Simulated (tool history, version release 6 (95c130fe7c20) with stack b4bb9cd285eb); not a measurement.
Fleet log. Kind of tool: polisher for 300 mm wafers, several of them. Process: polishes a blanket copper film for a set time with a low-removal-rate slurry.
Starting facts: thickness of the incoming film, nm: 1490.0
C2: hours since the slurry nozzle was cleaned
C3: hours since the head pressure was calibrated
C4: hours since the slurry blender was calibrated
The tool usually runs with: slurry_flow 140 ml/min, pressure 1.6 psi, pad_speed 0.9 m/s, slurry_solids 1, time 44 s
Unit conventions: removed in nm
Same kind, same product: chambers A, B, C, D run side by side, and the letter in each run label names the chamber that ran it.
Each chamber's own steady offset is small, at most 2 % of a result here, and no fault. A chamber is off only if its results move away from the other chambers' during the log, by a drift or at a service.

run 1A hour=5.3 | slurry_flow=140 pressure=1.6 pad_speed=0.9 slurry_solids=1 time=44 | wafers_polished_on_this_pad=1386 C2=13.2 C3=683.3 C4=168.7 | removed=71.608
-- hour=10.3 chamber C: worn pad replaced by a new one
run 2D hour=13.1 | slurry_flow=140 pressure=1.6 pad_speed=0.9 slurry_solids=1 time=44 | wafers_polished_on_this_pad=1442 C2=749.8 C3=612.1 C4=65.4 | removed=71.823
-- hour=17 chamber D: worn pad replaced by a new one
-- hour=24.7 chamber A: worn pad replaced by a new one
run 3B hour=24.8 | slurry_flow=140 pressure=1.6 pad_speed=0.9 slurry_solids=1 time=44 | wafers_polished_on_this_pad=446 C2=592.1 C3=44.5 C4=345 | removed=69.203
run 4C hour=34 | slurry_flow=140 pressure=1.6 pad_speed=0.9 slurry_solids=1 time=44 | wafers_polished_on_this_pad=293 C2=76.6 C3=867.3 C4=139.4 | removed=70.564
run 5C hour=42 | slurry_flow=160 pressure=1.6 pad_speed=0.9 slurry_solids=0.9 time=44 | wafers_polished_on_this_pad=392 C2=84.6 C3=875.3 C4=147.4 | removed=69.951
run 6B hour=49.2 | slurry_flow=160 pressure=1.6 pad_speed=0.9 slurry_solids=0.9 time=44 | wafers_polished_on_this_pad=747 C2=616.5 C3=68.9 C4=369.4 | removed=69.719
-- hour=50.3 chamber B: slurry blender recalibrated
run 7A hour=57.9 | slurry_flow=160 pressure=1.6 pad_speed=0.9 slurry_solids=0.9 time=44 | wafers_polished_on_this_pad=410 C2=65.8 C3=735.9 C4=221.3 | removed=70.466
-- hour=64.2 chamber C: worn pad replaced by a new one
run 8D hour=65.8 | slurry_flow=160 pressure=1.6 pad_speed=0.9 slurry_solids=0.9 time=44 | wafers_polished_on_this_pad=604 C2=802.5 C3=664.8 C4=118.1 | removed=70.891
-- hour=71.3 chamber B: worn pad replaced by a new one
run 9D hour=76.3 | slurry_flow=115 pressure=1.6 pad_speed=0.9 slurry_solids=0.8 time=44 | wafers_polished_on_this_pad=733 C2=813 C3=675.3 C4=128.6 | removed=64.475
run 10B hour=82.2 | slurry_flow=115 pressure=1.6 pad_speed=0.9 slurry_solids=0.8 time=44 | wafers_polished_on_this_pad=135 C2=649.5 C3=101.9 C4=32 | removed=62.119
run 11A hour=90.3 | slurry_flow=115 pressure=1.6 pad_speed=0.9 slurry_solids=0.8 time=44 | wafers_polished_on_this_pad=811 C2=98.2 C3=768.3 C4=253.7 | removed=66.288
run 12C hour=101.6 | slurry_flow=115 pressure=1.6 pad_speed=0.9 slurry_solids=0.8 time=44 | wafers_polished_on_this_pad=462 C2=144.2 C3=934.9 C4=207 | removed=65.19
-- hour=102.2 chamber C: head pressure recalibrated
run 13B hour=113.3 | slurry_flow=140 pressure=1.6 pad_speed=0.9 slurry_solids=1 time=44 | wafers_polished_on_this_pad=519 C2=680.6 C3=133 C4=63.1 | removed=69.364
-- hour=114.5 chamber C: worn pad replaced by a new one
-- hour=120.7 chamber D: worn pad replaced by a new one
run 14C hour=123.3 | slurry_flow=140 pressure=1.6 pad_speed=0.9 slurry_solids=1 time=44 | wafers_polished_on_this_pad=108 C2=165.9 C3=21.2 C4=228.7 | removed=69.791
run 15D hour=130.1 | slurry_flow=140 pressure=1.6 pad_speed=0.9 slurry_solids=1 time=44 | wafers_polished_on_this_pad=116 C2=866.8 C3=729.1 C4=182.4 | removed=68.377
run 16A hour=139.7 | slurry_flow=140 pressure=1.6 pad_speed=0.9 slurry_solids=1 time=44 | wafers_polished_on_this_pad=1421 C2=147.6 C3=817.7 C4=303.1 | removed=70.729
-- hour=141.3 chamber A: worn pad replaced by a new one
run 17C hour=147.5 | slurry_flow=140 pressure=1.6 pad_speed=0.9 slurry_solids=1 time=44 | wafers_polished_on_this_pad=407 C2=190.1 C3=45.4 C4=252.9 | removed=69.643
-- hour=158.5 chamber C: worn pad replaced by a new one
run 18D hour=158.5 | slurry_flow=140 pressure=1.6 pad_speed=0.9 slurry_solids=1 time=44 | wafers_polished_on_this_pad=467 C2=895.2 C3=757.5 C4=210.8 | removed=68.056
-- hour=164.4 chamber B: worn pad replaced by a new one
run 19A hour=164.8 | slurry_flow=140 pressure=1.6 pad_speed=0.9 slurry_solids=1 time=44 | wafers_polished_on_this_pad=291 C2=172.7 C3=842.8 C4=328.2 | removed=70.287
-- hour=168.8 chamber A: slurry blender recalibrated
run 20B hour=170.1 | slurry_flow=140 pressure=1.6 pad_speed=0.9 slurry_solids=1 time=44 | wafers_polished_on_this_pad=71 C2=737.4 C3=189.8 C4=119.9 | removed=69.646
-- hour=171.3 chamber D: head pressure recalibrated
run 21D hour=177.3 | slurry_flow=140 pressure=1.6 pad_speed=0.9 slurry_solids=1 time=44 | wafers_polished_on_this_pad=699 C2=914 C3=6 C4=229.6 | removed=67.647
run 22C hour=187.9 | slurry_flow=140 pressure=1.6 pad_speed=0.9 slurry_solids=1 time=44 | wafers_polished_on_this_pad=363 C2=230.5 C3=85.8 C4=293.3 | removed=70.651
run 23B hour=197.1 | slurry_flow=140 pressure=1.6 pad_speed=0.9 slurry_solids=1 time=44 | wafers_polished_on_this_pad=404 C2=764.4 C3=216.8 C4=146.9 | removed=68.389
run 24A hour=203.6 | slurry_flow=140 pressure=1.6 pad_speed=0.9 slurry_solids=1 time=44 | wafers_polished_on_this_pad=770 C2=211.5 C3=881.6 C4=34.9 | removed=70.753

Next, every chamber runs the same settings. What will each give?
run 25A hour=212 | slurry_flow=140 pressure=1.6 pad_speed=0.9 slurry_solids=1 time=50 | removed=?
run 25B hour=212 | slurry_flow=140 pressure=1.6 pad_speed=0.9 slurry_solids=1 time=50 | removed=?
run 25C hour=212 | slurry_flow=140 pressure=1.6 pad_speed=0.9 slurry_solids=1 time=50 | removed=?
run 25D hour=212 | slurry_flow=140 pressure=1.6 pad_speed=0.9 slurry_solids=1 time=50 | removed=?

run=25A removed=80.229
run=25B removed=78.519
run=25C removed=79.049
run=25D removed=74.046

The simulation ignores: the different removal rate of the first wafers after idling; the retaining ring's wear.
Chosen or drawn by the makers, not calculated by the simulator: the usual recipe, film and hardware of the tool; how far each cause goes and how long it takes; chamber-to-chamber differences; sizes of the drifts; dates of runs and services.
